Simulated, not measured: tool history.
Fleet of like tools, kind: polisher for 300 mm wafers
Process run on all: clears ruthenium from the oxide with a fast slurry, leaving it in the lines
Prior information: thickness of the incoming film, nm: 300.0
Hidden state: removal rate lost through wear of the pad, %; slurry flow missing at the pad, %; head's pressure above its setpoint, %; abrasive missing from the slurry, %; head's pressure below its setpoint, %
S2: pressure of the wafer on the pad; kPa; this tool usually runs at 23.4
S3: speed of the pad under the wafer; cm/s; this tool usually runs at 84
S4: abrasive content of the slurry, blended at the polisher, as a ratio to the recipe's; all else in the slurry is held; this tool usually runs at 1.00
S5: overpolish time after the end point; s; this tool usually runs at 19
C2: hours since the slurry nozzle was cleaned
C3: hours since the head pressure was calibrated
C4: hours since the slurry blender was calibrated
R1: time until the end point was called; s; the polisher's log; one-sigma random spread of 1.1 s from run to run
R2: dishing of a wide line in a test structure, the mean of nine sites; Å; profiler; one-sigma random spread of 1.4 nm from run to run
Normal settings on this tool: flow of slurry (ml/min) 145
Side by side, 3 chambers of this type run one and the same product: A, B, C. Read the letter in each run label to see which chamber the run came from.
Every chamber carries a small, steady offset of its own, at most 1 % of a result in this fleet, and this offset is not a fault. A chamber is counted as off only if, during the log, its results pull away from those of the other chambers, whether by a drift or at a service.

{"run": "1C", "hour": 4.4, "flow of slurry (ml/min)": 145, "S2": 23.4, "S3": 84, "S4": 1.0, "S5": 19, "wafers polished on this pad": 413, "C2": 201.2, "C3": 319.0, "C4": 153.1, "R1": 63.045, "R2": 702.82}
{"run": "2B", "hour": 7.3, "flow of slurry (ml/min)": 145, "S2": 23.4, "S3": 84, "S4": 1.0, "S5": 19, "wafers polished on this pad": 654, "C2": 387.5, "C3": 46.2, "C4": 58.0, "R1": 63.471, "R2": 678.02}
{"run": "3A", "hour": 9.7, "flow of slurry (ml/min)": 145, "S2": 23.4, "S3": 84, "S4": 1.0, "S5": 19, "wafers polished on this pad": 216, "C2": 330.1, "C3": 788.2, "C4": 98.6, "R1": 63.73, "R2": 714.49}
{"run": "4B", "hour": 13.5, "flow of slurry (ml/min)": 145, "S2": 23.4, "S3": 84, "S4": 1.0, "S5": 19, "wafers polished on this pad": 733, "C2": 393.7, "C3": 52.4, "C4": 64.2, "R1": 64.031, "R2": 707.4}
{"hour": 16.2, "done": "chamber C: worn pad replaced by a new one"}
{"run": "5C", "hour": 17.4, "flow of slurry (ml/min)": 145, "S2": 23.4, "S3": 84, "S4": 1.0, "S5": 19, "wafers polished on this pad": 16, "C2": 214.2, "C3": 332.0, "C4": 166.1, "R1": 63.856, "R2": 699.34}
{"run": "6A", "hour": 20.5, "flow of slurry (ml/min)": 145, "S2": 23.4, "S3": 84, "S4": 1.0, "S5": 19, "wafers polished on this pad": 353, "C2": 340.9, "C3": 799.0, "C4": 109.4, "R1": 62.231, "R2": 709.48}
{"run": "7B", "hour": 24.6, "flow of slurry (ml/min)": 145, "S2": 23.4, "S3": 84, "S4": 1.0, "S5": 19, "wafers polished on this pad": 874, "C2": 404.8, "C3": 63.5, "C4": 75.3, "R1": 64.166, "R2": 725.22}
{"run": "8A", "hour": 27.0, "flow of slurry (ml/min)": 145, "S2": 23.4, "S3": 84, "S4": 1.0, "S5": 19, "wafers polished on this pad": 436, "C2": 347.4, "C3": 805.5, "C4": 115.9, "R1": 64.165, "R2": 686.46}
{"hour": 28.9, "done": "chamber B: worn pad replaced by a new one"}
{"run": "9C", "hour": 31.3, "flow of slurry (ml/min)": 145, "S2": 23.4, "S3": 84, "S4": 1.0, "S5": 19, "wafers polished on this pad": 192, "C2": 228.1, "C3": 345.9, "C4": 180.0, "R1": 62.981, "R2": 737.38}
{"hour": 32.5, "done": "chamber A: slurry nozzle cleaned"}
{"run": "10B", "hour": 33.7, "flow of slurry (ml/min)": 145, "S2": 23.4, "S3": 84, "S4": 1.0, "S5": 19, "wafers polished on this pad": 61, "C2": 413.9, "C3": 72.6, "C4": 84.4, "R1": 65.813, "R2": 713.19}
{"run": "11C", "hour": 37.5, "flow of slurry (ml/min)": 145, "S2": 23.4, "S3": 84, "S4": 1.0, "S5": 19, "wafers polished on this pad": 271, "C2": 234.3, "C3": 352.1, "C4": 186.2, "R1": 63.388, "R2": 688.58}
{"run": "12A", "hour": 40.4, "flow of slurry (ml/min)": 100, "S2": 23.4, "S3": 84, "S4": 1.0, "S5": 23, "wafers polished on this pad": 606, "C2": 8.0, "C3": 818.9, "C4": 129.3, "R1": 69.806, "R2": 764.42}
{"run": "13C", "hour": 42.6, "flow of slurry (ml/min)": 100, "S2": 23.4, "S3": 84, "S4": 1.0, "S5": 23, "wafers polished on this pad": 336, "C2": 239.4, "C3": 357.2, "C4": 191.3, "R1": 69.719, "R2": 793.39}
{"hour": 43.2, "done": "chamber C: head pressure recalibrated"}
{"run": "14B", "hour": 46.8, "flow of slurry (ml/min)": 100, "S2": 23.4, "S3": 84, "S4": 1.0, "S5": 23, "wafers polished on this pad": 228, "C2": 427.0, "C3": 85.7, "C4": 97.5, "R1": 68.566, "R2": 787.95}
{"hour": 49.6, "done": "chamber A: head pressure recalibrated"}
{"run": "15A", "hour": 50.2, "flow of slurry (ml/min)": 145, "S2": 23.4, "S3": 84, "S4": 1.0, "S5": 19, "wafers polished on this pad": 731, "C2": 17.8, "C3": 0.7, "C4": 139.1, "R1": 63.277, "R2": 719.0}
{"run": "16A", "hour": 53.1, "flow of slurry (ml/min)": 145, "S2": 23.4, "S3": 84, "S4": 1.0, "S5": 19, "wafers polished on this pad": 768, "C2": 20.7, "C3": 3.6, "C4": 142.0, "R1": 65.489, "R2": 700.28}
{"run": "17B", "hour": 55.1, "flow of slurry (ml/min)": 145, "S2": 23.4, "S3": 84, "S4": 0.8, "S5": 19, "wafers polished on this pad": 333, "C2": 435.3, "C3": 94.0, "C4": 105.8, "R1": 69.091, "R2": 630.8}
{"run": "18C", "hour": 57.3, "flow of slurry (ml/min)": 145, "S2": 23.4, "S3": 84, "S4": 0.8, "S5": 19, "wafers polished on this pad": 523, "C2": 254.1, "C3": 14.2, "C4": 206.0, "R1": 72.714, "R2": 635.41}
{"run": "19B", "hour": 59.4, "flow of slurry (ml/min)": 145, "S2": 23.4, "S3": 84, "S4": 0.8, "S5": 19, "wafers polished on this pad": 388, "C2": 439.6, "C3": 98.3, "C4": 110.1, "R1": 71.081, "R2": 654.51}
{"hour": 60.5, "done": "chamber C: worn pad replaced by a new one"}
{"run": "20C", "hour": 63.7, "flow of slurry (ml/min)": 145, "S2": 23.4, "S3": 84, "S4": 1.0, "S5": 19, "wafers polished on this pad": 40, "C2": 260.5, "C3": 20.6, "C4": 212.4, "R1": 68.157, "R2": 677.59}
{"run": "21A", "hour": 67.7, "flow of slurry (ml/min)": 145, "S2": 23.4, "S3": 84, "S4": 1.0, "S5": 19, "wafers polished on this pad": 953, "C2": 35.3, "C3": 18.2, "C4": 156.6, "R1": 65.912, "R2": 696.01}
{"run": "22B", "hour": 70.3, "flow of slurry (ml/min)": 145, "S2": 23.4, "S3": 84, "S4": 0.75, "S5": 12, "wafers polished on this pad": 526, "C2": 450.5, "C3": 109.2, "C4": 121.0, "R1": 75.621, "R2": 421.21}
{"run": "23A", "hour": 74.2, "flow of slurry (ml/min)": 145, "S2": 23.4, "S3": 84, "S4": 0.75, "S5": 12, "wafers polished on this pad": 1036, "C2": 41.8, "C3": 24.7, "C4": 163.1, "R1": 72.958, "R2": 422.38}
{"run": "24C", "hour": 76.9, "flow of slurry (ml/min)": 145, "S2": 23.4, "S3": 84, "S4": 0.75, "S5": 12, "wafers polished on this pad": 208, "C2": 273.7, "C3": 33.8, "C4": 225.6, "R1": 81.054, "R2": 380.39}
{"run": "25C", "hour": 81.2, "flow of slurry (ml/min)": 145, "S2": 23.4, "S3": 84, "S4": 1.0, "S5": 19, "wafers polished on this pad": 263, "C2": 278.0, "C3": 38.1, "C4": 229.9, "R1": 69.709, "R2": 648.91}
{"run": "26A", "hour": 85.6, "flow of slurry (ml/min)": 145, "S2": 23.4, "S3": 84, "S4": 1.0, "S5": 19, "wafers polished on this pad": 1180, "C2": 53.2, "C3": 36.1, "C4": 174.5, "R1": 63.938, "R2": 682.33}
{"run": "27B", "hour": 88.8, "flow of slurry (ml/min)": 145, "S2": 23.4, "S3": 84, "S4": 1.0, "S5": 19, "wafers polished on this pad": 761, "C2": 469.0, "C3": 127.7, "C4": 139.5, "R1": 65.846, "R2": 704.39}
{"run": "28A", "hour": 91.8, "flow of slurry (ml/min)": 145, "S2": 23.4, "S3": 84, "S4": 1.0, "S5": 19, "wafers polished on this pad": 1259, "C2": 59.4, "C3": 42.3, "C4": 180.7, "R1": 64.96, "R2": 687.98}
{"run": "29B", "hour": 95.2, "flow of slurry (ml/min)": 145, "S2": 23.4, "S3": 84, "S4": 1.0, "S5": 19, "wafers polished on this pad": 842, "C2": 475.4, "C3": 134.1, "C4": 145.9, "R1": 65.275, "R2": 691.67}
{"run": "30C", "hour": 98.2, "flow of slurry (ml/min)": 145, "S2": 23.4, "S3": 84, "S4": 1.0, "S5": 19, "wafers polished on this pad": 478, "C2": 295.0, "C3": 55.1, "C4": 246.9, "R1": 72.871, "R2": 651.19}
{"run": "31A", "hour": 101.8, "flow of slurry (ml/min)": 145, "S2": 23.4, "S3": 84, "S4": 1.0, "S5": 19, "wafers polished on this pad": 1386, "C2": 69.4, "C3": 52.3, "C4": 190.7, "R1": 65.675, "R2": 694.22}
{"run": "32C", "hour": 104.4, "flow of slurry (ml/min)": 145, "S2": 23.4, "S3": 84, "S4": 1.0, "S5": 19, "wafers polished on this pad": 557, "C2": 301.2, "C3": 61.3, "C4": 253.1, "R1": 72.263, "R2": 616.47}
{"hour": 106.8, "done": "chamber B: worn pad replaced by a new one"}
{"run": "33B", "hour": 107.4, "flow of slurry (ml/min)": 145, "S2": 23.4, "S3": 84, "S4": 1.0, "S5": 19, "wafers polished on this pad": 8, "C2": 487.6, "C3": 146.3, "C4": 158.1, "R1": 64.633, "R2": 711.02}
{"hour": 107.7, "done": "chamber C: slurry nozzle cleaned"}
{"run": "34B", "hour": 110.0, "flow of slurry (ml/min)": 145, "S2": 23.4, "S3": 84, "S4": 1.0, "S5": 19, "wafers polished on this pad": 41, "C2": 490.2, "C3": 148.9, "C4": 160.7, "R1": 67.148, "R2": 713.38}
{"run": "35A", "hour": 112.5, "flow of slurry (ml/min)": 145, "S2": 23.4, "S3": 84, "S4": 1.0, "S5": 19, "wafers polished on this pad": 1522, "C2": 80.1, "C3": 63.0, "C4": 201.4, "R1": 65.237, "R2": 726.66}
{"hour": 114.0, "done": "chamber C: worn pad replaced by a new one"}
{"run": "36C", "hour": 115.8, "flow of slurry (ml/min)": 145, "S2": 23.4, "S3": 84, "S4": 1.0, "S5": 19, "wafers polished on this pad": 23, "C2": 8.2, "C3": 72.7, "C4": 264.5, "R1": 75.366, "R2": 589.5}
{"hour": 117.8, "done": "chamber A: worn pad replaced by a new one"}
{"run": "37B", "hour": 118.1, "flow of slurry (ml/min)": 145, "S2": 17.2, "S3": 104, "S4": 1.0, "S5": 19, "wafers polished on this pad": 144, "C2": 498.3, "C3": 157.0, "C4": 168.8, "R1": 69.975, "R2": 644.95}
{"run": "38C", "hour": 120.2, "flow of slurry (ml/min)": 145, "S2": 17.2, "S3": 104, "S4": 1.0, "S5": 19, "wafers polished on this pad": 79, "C2": 12.6, "C3": 77.1, "C4": 268.9, "R1": 82.35, "R2": 553.24}
{"run": "39A", "hour": 123.0, "flow of slurry (ml/min)": 145, "S2": 17.2, "S3": 104, "S4": 1.0, "S5": 19, "wafers polished on this pad": 66, "C2": 90.6, "C3": 73.5, "C4": 211.9, "R1": 67.729, "R2": 654.95}
{"run": "40C", "hour": 125.5, "flow of slurry (ml/min)": 145, "S2": 23.4, "S3": 84, "S4": 1.0, "S5": 19, "wafers polished on this pad": 146, "C2": 17.9, "C3": 82.4, "C4": 274.2, "R1": 79.296, "R2": 581.15}
{"run": "41A", "hour": 128.7, "flow of slurry (ml/min)": 195, "S2": 23.4, "S3": 62, "S4": 1.0, "S5": 19, "wafers polished on this pad": 138, "C2": 96.3, "C3": 79.2, "C4": 217.6, "R1": 82.479, "R2": 546.48}

Predict what each chamber gives when all 3 of them run the settings below next.
{"run": "42A", "hour": 131.9, "flow of slurry (ml/min)": 145, "S2": 23.4, "S3": 84, "S4": 1.0, "S5": 19, "R1": "?", "R2": "?"}
{"run": "42B", "hour": 131.9, "flow of slurry (ml/min)": 145, "S2": 23.4, "S3": 84, "S4": 1.0, "S5": 19, "R1": "?", "R2": "?"}
{"run": "42C", "hour": 131.9, "flow of slurry (ml/min)": 145, "S2": 23.4, "S3": 84, "S4": 1.0, "S5": 19, "R1": "?", "R2": "?"}

run=42A R1=65.448 R2=674.67
run=42B R1=64.642 R2=705.55
run=42C R1=77.309 R2=609.63
